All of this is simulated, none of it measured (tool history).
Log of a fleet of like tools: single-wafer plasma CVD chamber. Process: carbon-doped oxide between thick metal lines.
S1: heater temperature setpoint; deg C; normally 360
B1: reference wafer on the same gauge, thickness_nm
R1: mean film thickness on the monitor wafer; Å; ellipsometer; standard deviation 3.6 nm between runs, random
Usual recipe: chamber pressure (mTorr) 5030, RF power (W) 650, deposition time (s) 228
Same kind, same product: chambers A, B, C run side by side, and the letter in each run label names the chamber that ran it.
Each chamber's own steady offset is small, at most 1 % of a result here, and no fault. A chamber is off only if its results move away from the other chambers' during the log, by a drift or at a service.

{"run": "1A", "hour": 7.9, "S1": 360, "chamber pressure (mTorr)": 5030, "RF power (W)": 650, "deposition time (s)": 228, "B1": 1199.9, "R1": 13182}
{"run": "2C", "hour": 16.7, "S1": 360, "chamber pressure (mTorr)": 5030, "RF power (W)": 650, "deposition time (s)": 228, "B1": 1199.5, "R1": 13260}
{"run": "3B", "hour": 28.2, "S1": 360, "chamber pressure (mTorr)": 5030, "RF power (W)": 650, "deposition time (s)": 228, "B1": 1200.5, "R1": 13217}
{"run": "4B", "hour": 35.7, "S1": 360, "chamber pressure (mTorr)": 5030, "RF power (W)": 650, "deposition time (s)": 228, "B1": 1200.7, "R1": 13244}
{"run": "5A", "hour": 44.0, "S1": 351, "chamber pressure (mTorr)": 5030, "RF power (W)": 700, "deposition time (s)": 228, "B1": 1200.2, "R1": 14047}
{"run": "6C", "hour": 54.4, "S1": 351, "chamber pressure (mTorr)": 5030, "RF power (W)": 700, "deposition time (s)": 228, "B1": 1200.8, "R1": 14120}
{"run": "7A", "hour": 65.9, "S1": 351, "chamber pressure (mTorr)": 5030, "RF power (W)": 700, "deposition time (s)": 228, "B1": 1200.3, "R1": 14031}
{"run": "8C", "hour": 73.3, "S1": 367, "chamber pressure (mTorr)": 5590, "RF power (W)": 650, "deposition time (s)": 228, "B1": 1200.5, "R1": 13184}
{"run": "9B", "hour": 82.0, "S1": 367, "chamber pressure (mTorr)": 5590, "RF power (W)": 650, "deposition time (s)": 228, "B1": 1198.8, "R1": 13281}
{"hour": 88.4, "done": "chamber A: thermocouple changed; heater temperature recalibrated"}
{"run": "10B", "hour": 92.5, "S1": 367, "chamber pressure (mTorr)": 5590, "RF power (W)": 650, "deposition time (s)": 228, "B1": 1200.5, "R1": 13261}
{"run": "11A", "hour": 99.6, "S1": 360, "chamber pressure (mTorr)": 5030, "RF power (W)": 650, "deposition time (s)": 228, "B1": 1199.5, "R1": 13220}
{"run": "12C", "hour": 107.3, "S1": 360, "chamber pressure (mTorr)": 5030, "RF power (W)": 650, "deposition time (s)": 228, "B1": 1200.4, "R1": 13236}
{"run": "13C", "hour": 117.4, "S1": 360, "chamber pressure (mTorr)": 5030, "RF power (W)": 650, "deposition time (s)": 228, "B1": 1200.4, "R1": 13200}
{"run": "14A", "hour": 127.8, "S1": 360, "chamber pressure (mTorr)": 5030, "RF power (W)": 650, "deposition time (s)": 228, "B1": 1200.4, "R1": 13180}
{"run": "15B", "hour": 137.6, "S1": 360, "chamber pressure (mTorr)": 5030, "RF power (W)": 650, "deposition time (s)": 228, "B1": 1199.1, "R1": 13262}
{"run": "16A", "hour": 146.2, "S1": 360, "chamber pressure (mTorr)": 5030, "RF power (W)": 650, "deposition time (s)": 228, "B1": 1199.8, "R1": 13098}
{"hour": 155.1, "done": "chamber B: thermocouple changed; heater temperature recalibrated"}
{"run": "17C", "hour": 157.8, "S1": 360, "chamber pressure (mTorr)": 5030, "RF power (W)": 650, "deposition time (s)": 228, "B1": 1199.6, "R1": 13259}
{"run": "18B", "hour": 168.6, "S1": 360, "chamber pressure (mTorr)": 5030, "RF power (W)": 650, "deposition time (s)": 228, "B1": 1200.0, "R1": 13247}
{"run": "19A", "hour": 177.3, "S1": 360, "chamber pressure (mTorr)": 5030, "RF power (W)": 650, "deposition time (s)": 228, "B1": 1201.2, "R1": 13096}
{"run": "20C", "hour": 185.1, "S1": 360, "chamber pressure (mTorr)": 5030, "RF power (W)": 650, "deposition time (s)": 228, "B1": 1199.3, "R1": 13248}
{"run": "21B", "hour": 195.0, "S1": 360, "chamber pressure (mTorr)": 4570, "RF power (W)": 650, "deposition time (s)": 194, "B1": 1200.6, "R1": 11076}
{"run": "22C", "hour": 201.5, "S1": 360, "chamber pressure (mTorr)": 4570, "RF power (W)": 650, "deposition time (s)": 194, "B1": 1200.0, "R1": 11089}
{"run": "23B", "hour": 207.5, "S1": 360, "chamber pressure (mTorr)": 4570, "RF power (W)": 650, "deposition time (s)": 194, "B1": 1200.3, "R1": 11105}
{"run": "24A", "hour": 215.5, "S1": 360, "chamber pressure (mTorr)": 6180, "RF power (W)": 650, "deposition time (s)": 209, "B1": 1199.8, "R1": 12338}
{"run": "25C", "hour": 220.7, "S1": 360, "chamber pressure (mTorr)": 6180, "RF power (W)": 650, "deposition time (s)": 209, "B1": 1199.7, "R1": 12476}
{"run": "26A", "hour": 228.5, "S1": 360, "chamber pressure (mTorr)": 6180, "RF power (W)": 650, "deposition time (s)": 209, "B1": 1200.5, "R1": 12277}
{"run": "27B", "hour": 237.8, "S1": 360, "chamber pressure (mTorr)": 5030, "RF power (W)": 650, "deposition time (s)": 228, "B1": 1199.9, "R1": 13254}
{"run": "28C", "hour": 245.3, "S1": 360, "chamber pressure (mTorr)": 5030, "RF power (W)": 650, "deposition time (s)": 228, "B1": 1199.3, "R1": 13223}
{"hour": 251.1, "done": "chamber C: RF generator calibrated"}
{"run": "29A", "hour": 252.0, "S1": 360, "chamber pressure (mTorr)": 5030, "RF power (W)": 650, "deposition time (s)": 228, "B1": 1198.8, "R1": 13051}
{"run": "30B", "hour": 263.2, "S1": 360, "chamber pressure (mTorr)": 5030, "RF power (W)": 650, "deposition time (s)": 228, "B1": 1200.5, "R1": 13228}
{"run": "31C", "hour": 272.8, "S1": 360, "chamber pressure (mTorr)": 5030, "RF power (W)": 650, "deposition time (s)": 228, "B1": 1199.8, "R1": 13275}
{"run": "32B", "hour": 281.1, "S1": 360, "chamber pressure (mTorr)": 5030, "RF power (W)": 650, "deposition time (s)": 228, "B1": 1200.0, "R1": 13169}
{"run": "33A", "hour": 286.7, "S1": 360, "chamber pressure (mTorr)": 5030, "RF power (W)": 650, "deposition time (s)": 228, "B1": 1199.9, "R1": 12976}
{"run": "34B", "hour": 295.2, "S1": 360, "chamber pressure (mTorr)": 5030, "RF power (W)": 650, "deposition time (s)": 228, "B1": 1200.4, "R1": 13245}
{"run": "35A", "hour": 305.6, "S1": 360, "chamber pressure (mTorr)": 5030, "RF power (W)": 650, "deposition time (s)": 228, "B1": 1199.6, "R1": 12989}

One chamber off, gauge drift, or nothing amiss beyond the chambers' own small offsets? If it is a chamber, which one, and what is the likeliest cause?

It is chamber A that slowly wanders off from its peers.
Likeliest cause: delivered RF power below the setpoint (%) = 2.8.

Chamber A could run next with any of the 4 candidate recipes listed below; each alters the usual settings, and their results appear as question marks. Which one brings its results back in line with what the other chambers deliver on the usual settings?
In line here means within this much of the mean the other chambers give on the usual settings: R1 130 Å
{"run": "36A-1", "hour": 313.9, "S1": 360, "chamber pressure (mTorr)": 5030, "RF power (W)": 650, "deposition time (s)": 229, "R1": "?"}
{"run": "36A-2", "hour": 313.9, "S1": 360, "chamber pressure (mTorr)": 5030, "RF power (W)": 650, "deposition time (s)": 227, "R1": "?"}
{"run": "36A-3", "hour": 313.9, "S1": 360, "chamber pressure (mTorr)": 5030, "RF power (W)": 650, "deposition time (s)": 233, "R1": "?"}
{"run": "36A-4", "hour": 313.9, "S1": 360, "chamber pressure (mTorr)": 5010, "RF power (W)": 645, "deposition time (s)": 224, "R1": "?"}

Average result of the remaining chambers running the usual settings: R1 13235 Å
run=36A-1 R1=13003
run=36A-2 R1=12890
run=36A-3 R1=13230
run=36A-4 R1=12653
The answer is 36A-3, which returns the chamber to within the allowed miss of the others.
